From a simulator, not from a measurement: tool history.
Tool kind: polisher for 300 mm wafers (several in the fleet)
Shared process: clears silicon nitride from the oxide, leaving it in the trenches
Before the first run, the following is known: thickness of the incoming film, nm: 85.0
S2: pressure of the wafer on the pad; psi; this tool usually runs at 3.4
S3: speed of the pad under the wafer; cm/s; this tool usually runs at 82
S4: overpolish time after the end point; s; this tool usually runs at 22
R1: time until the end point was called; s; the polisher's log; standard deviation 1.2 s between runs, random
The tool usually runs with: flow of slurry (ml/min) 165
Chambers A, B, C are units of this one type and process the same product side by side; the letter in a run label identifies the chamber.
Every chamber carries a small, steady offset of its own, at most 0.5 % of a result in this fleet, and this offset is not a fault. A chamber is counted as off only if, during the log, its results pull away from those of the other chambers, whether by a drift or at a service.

{"run": "1B", "hour": 10.9, "flow of slurry (ml/min)": 165, "S2": 3.4, "S3": 82, "S4": 22, "R1": 91.389}
{"run": "2A", "hour": 19.7, "flow of slurry (ml/min)": 165, "S2": 3.4, "S3": 82, "S4": 22, "R1": 90.176}
{"hour": 20.6, "done": "chamber B: worn pad replaced by a new one"}
{"run": "3C", "hour": 27.7, "flow of slurry (ml/min)": 165, "S2": 3.4, "S3": 82, "S4": 22, "R1": 89.817}
{"run": "4B", "hour": 36.4, "flow of slurry (ml/min)": 165, "S2": 3.4, "S3": 82, "S4": 22, "R1": 90.1}
{"run": "5C", "hour": 48.4, "flow of slurry (ml/min)": 165, "S2": 3.4, "S3": 82, "S4": 22, "R1": 87.404}
{"run": "6A", "hour": 57.0, "flow of slurry (ml/min)": 165, "S2": 3.4, "S3": 82, "S4": 22, "R1": 89.025}
{"run": "7A", "hour": 67.2, "flow of slurry (ml/min)": 165, "S2": 3.4, "S3": 82, "S4": 22, "R1": 90.944}
{"run": "8C", "hour": 78.3, "flow of slurry (ml/min)": 165, "S2": 4.3, "S3": 82, "S4": 22, "R1": 72.002}
{"run": "9B", "hour": 91.6, "flow of slurry (ml/min)": 165, "S2": 4.3, "S3": 82, "S4": 22, "R1": 70.443}
{"hour": 95.9, "done": "chamber B: slurry nozzle cleaned"}
{"hour": 100.1, "done": "chamber B: worn pad replaced by a new one"}
{"hour": 102.6, "done": "chamber A: worn pad replaced by a new one"}
{"run": "10B", "hour": 106.4, "flow of slurry (ml/min)": 165, "S2": 4.3, "S3": 82, "S4": 22, "R1": 70.217}
{"run": "11C", "hour": 118.3, "flow of slurry (ml/min)": 165, "S2": 3.4, "S3": 82, "S4": 22, "R1": 92.308}
{"run": "12A", "hour": 126.9, "flow of slurry (ml/min)": 165, "S2": 3.4, "S3": 82, "S4": 22, "R1": 88.596}
{"run": "13A", "hour": 134.4, "flow of slurry (ml/min)": 165, "S2": 3.4, "S3": 82, "S4": 22, "R1": 89.254}
{"run": "14B", "hour": 147.1, "flow of slurry (ml/min)": 165, "S2": 3.4, "S3": 82, "S4": 22, "R1": 89.724}
{"run": "15C", "hour": 158.3, "flow of slurry (ml/min)": 165, "S2": 3.4, "S3": 82, "S4": 22, "R1": 91.535}
{"run": "16B", "hour": 166.3, "flow of slurry (ml/min)": 165, "S2": 3.4, "S3": 82, "S4": 22, "R1": 89.732}
{"hour": 178.7, "done": "chamber B: worn pad replaced by a new one"}
{"run": "17A", "hour": 181.4, "flow of slurry (ml/min)": 165, "S2": 3.4, "S3": 82, "S4": 22, "R1": 88.05}
{"run": "18C", "hour": 190.0, "flow of slurry (ml/min)": 165, "S2": 3.4, "S3": 82, "S4": 22, "R1": 95.954}
{"run": "19C", "hour": 204.1, "flow of slurry (ml/min)": 165, "S2": 3.4, "S3": 82, "S4": 22, "R1": 95.266}
{"hour": 207.8, "done": "chamber A: worn pad replaced by a new one"}
{"run": "20A", "hour": 213.5, "flow of slurry (ml/min)": 165, "S2": 3.4, "S3": 82, "S4": 22, "R1": 89.686}
{"run": "21B", "hour": 223.8, "flow of slurry (ml/min)": 165, "S2": 3.4, "S3": 82, "S4": 22, "R1": 88.396}
{"run": "22B", "hour": 237.1, "flow of slurry (ml/min)": 165, "S2": 3.4, "S3": 82, "S4": 22, "R1": 90.375}
{"run": "23C", "hour": 244.0, "flow of slurry (ml/min)": 165, "S2": 3.4, "S3": 82, "S4": 22, "R1": 96.093}
{"hour": 247.1, "done": "chamber B: worn pad replaced by a new one"}
{"run": "24A", "hour": 251.3, "flow of slurry (ml/min)": 165, "S2": 3.4, "S3": 82, "S4": 22, "R1": 88.527}
{"run": "25C", "hour": 259.3, "flow of slurry (ml/min)": 165, "S2": 4.5, "S3": 82, "S4": 22, "R1": 73.748}
{"run": "26A", "hour": 267.2, "flow of slurry (ml/min)": 165, "S2": 4.5, "S3": 82, "S4": 22, "R1": 65.287}
{"run": "27B", "hour": 279.1, "flow of slurry (ml/min)": 165, "S2": 4.5, "S3": 82, "S4": 22, "R1": 66.435}
{"run": "28A", "hour": 290.0, "flow of slurry (ml/min)": 165, "S2": 2.8, "S3": 110, "S4": 22, "R1": 81.758}
{"run": "29C", "hour": 297.1, "flow of slurry (ml/min)": 165, "S2": 2.8, "S3": 110, "S4": 22, "R1": 92.425}

Which is it: a chamber that has drifted or been left off by a service, a gauge drift common to all chambers, or only each chamber's usual small offset? If a chamber is off, name it and its likeliest cause.

It is chamber C that slowly wanders off from its peers.
What lies behind it: removal rate lost through wear of the pad, % = 11.1.
It could be hard to tell apart here from: slurry flow missing at the pad, %; head's pressure below its setpoint, %.

Chamber C could run next with any of the 4 candidate recipes listed below; each alters the usual settings, and their results appear as question marks. Which one brings its results back in line with what the other chambers deliver on the usual settings?
In line here means within this much of the mean the other chambers give on the usual settings: R1 4.100 s
{"run": "30C-1", "hour": 308.0, "flow of slurry (ml/min)": 165, "S2": 3.4, "S3": 80, "S4": 22, "R1": "?"}
{"run": "30C-2", "hour": 308.0, "flow of slurry (ml/min)": 165, "S2": 3.4, "S3": 92, "S4": 22, "R1": "?"}
{"run": "30C-3", "hour": 308.0, "flow of slurry (ml/min)": 165, "S2": 3.4, "S3": 84, "S4": 22, "R1": "?"}
{"run": "30C-4", "hour": 308.0, "flow of slurry (ml/min)": 165, "S2": 3.2, "S3": 78, "S4": 22, "R1": "?"}

What the other chambers average on the usual settings: R1 89.035 s
run=30C-1 R1=104.050
run=30C-2 R1=90.522
run=30C-3 R1=99.112
run=30C-4 R1=113.480
Change 30C-2 lands the chamber within the allowed miss of the other chambers.
